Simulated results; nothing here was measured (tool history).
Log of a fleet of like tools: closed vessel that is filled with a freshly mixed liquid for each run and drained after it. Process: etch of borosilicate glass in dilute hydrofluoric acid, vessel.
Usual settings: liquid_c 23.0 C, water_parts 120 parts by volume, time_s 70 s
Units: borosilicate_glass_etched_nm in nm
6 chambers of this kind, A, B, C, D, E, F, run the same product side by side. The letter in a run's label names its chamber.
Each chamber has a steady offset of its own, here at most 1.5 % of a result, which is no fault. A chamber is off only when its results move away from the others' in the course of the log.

run	day	liquid_c	water_parts	time_s	read-back film thickness of the borosilicate glass reference wafer, read on the same gauge (nm)	borosilicate_glass_etched_nm
1C	0.288	23.0	120	70	130.02	11.4700
# day 0.471: chamber D: thermometer replaced
2E	0.738	23.0	120	70	130.01	11.4790
3B	1.158	23.0	120	70	130.00	11.3180
4A	1.396	23.0	120	70	130.01	11.3670
5F	1.642	23.0	120	70	129.99	11.3480
6D	2.096	23.0	120	70	130.01	11.3570
7D	2.396	23.0	120	70	130.01	11.2720
8F	2.629	23.0	120	70	129.99	11.4360
9B	3.079	23.0	120	70	129.95	11.6470
# day 3.092: chamber C: hydrofluoric acid flow meter replaced
10C	3.367	23.0	120	70	130.00	11.3730
11A	3.858	23.0	120	70	130.00	11.4910
12E	4.092	23.0	120	70	129.98	11.3650
13E	4.329	23.0	120	70	130.03	11.3060
14C	4.671	23.0	120	55	130.02	8.8864
15B	4.979	23.0	120	55	130.02	9.0674
16A	5.425	23.0	120	55	130.00	9.0175
17F	5.733	23.0	120	55	130.00	9.0752
18D	6.067	23.0	120	55	129.98	8.7172
# day 6.083: chamber B: hydrofluoric acid flow meter replaced
# day 6.346: chamber E: thermometer replaced
19B	6.471	23.0	120	55	130.02	8.9361
20A	6.854	26.0	120	95	130.03	17.5950
21F	7.183	26.0	120	95	130.02	17.7800
22D	7.496	26.0	120	95	129.98	16.9480
23C	7.754	26.0	120	95	130.00	17.1630
24E	8.142	26.0	120	95	129.99	17.5210
# day 8.238: chamber A: hydrofluoric acid flow meter replaced
25F	8.462	26.0	120	95	130.06	17.6220
26C	8.879	23.0	120	70	129.99	11.4690
27D	9.279	23.0	120	70	130.01	11.3890
28B	9.654	23.0	120	70	130.05	11.5450
29A	10.129	23.0	120	70	130.05	11.5350
30E	10.471	23.0	120	70	129.97	11.3900
31F	10.867	23.0	120	70	130.01	11.5130
32B	11.308	23.0	120	70	129.96	11.4170
33D	11.629	23.0	120	70	130.04	11.3900
34C	11.867	23.0	120	70	129.97	11.5390
35E	12.329	23.0	120	70	130.02	11.4790
36A	12.729	23.0	120	70	129.97	11.5870
37A	13.154	23.0	120	70	129.97	11.3080
38F	13.562	23.0	120	70	130.03	11.4420
39E	14.012	23.0	120	70	130.03	11.5310
40C	14.250	23.0	120	70	130.03	11.4260
41B	14.642	23.0	140	40	129.95	5.4327

All 6 chambers run these settings next. Forecast each chamber's results:
42A	15.025	26.5	120	70		?
42B	15.025	26.5	120	70		?
42C	15.025	26.5	120	70		?
42D	15.025	26.5	120	70		?
42E	15.025	26.5	120	70		?
42F	15.025	26.5	120	70		?

run	borosilicate_glass_etched_nm
42A	13.2570
42B	13.1270
42C	13.1820
42D	12.8360
42E	13.1830
42F	13.4440
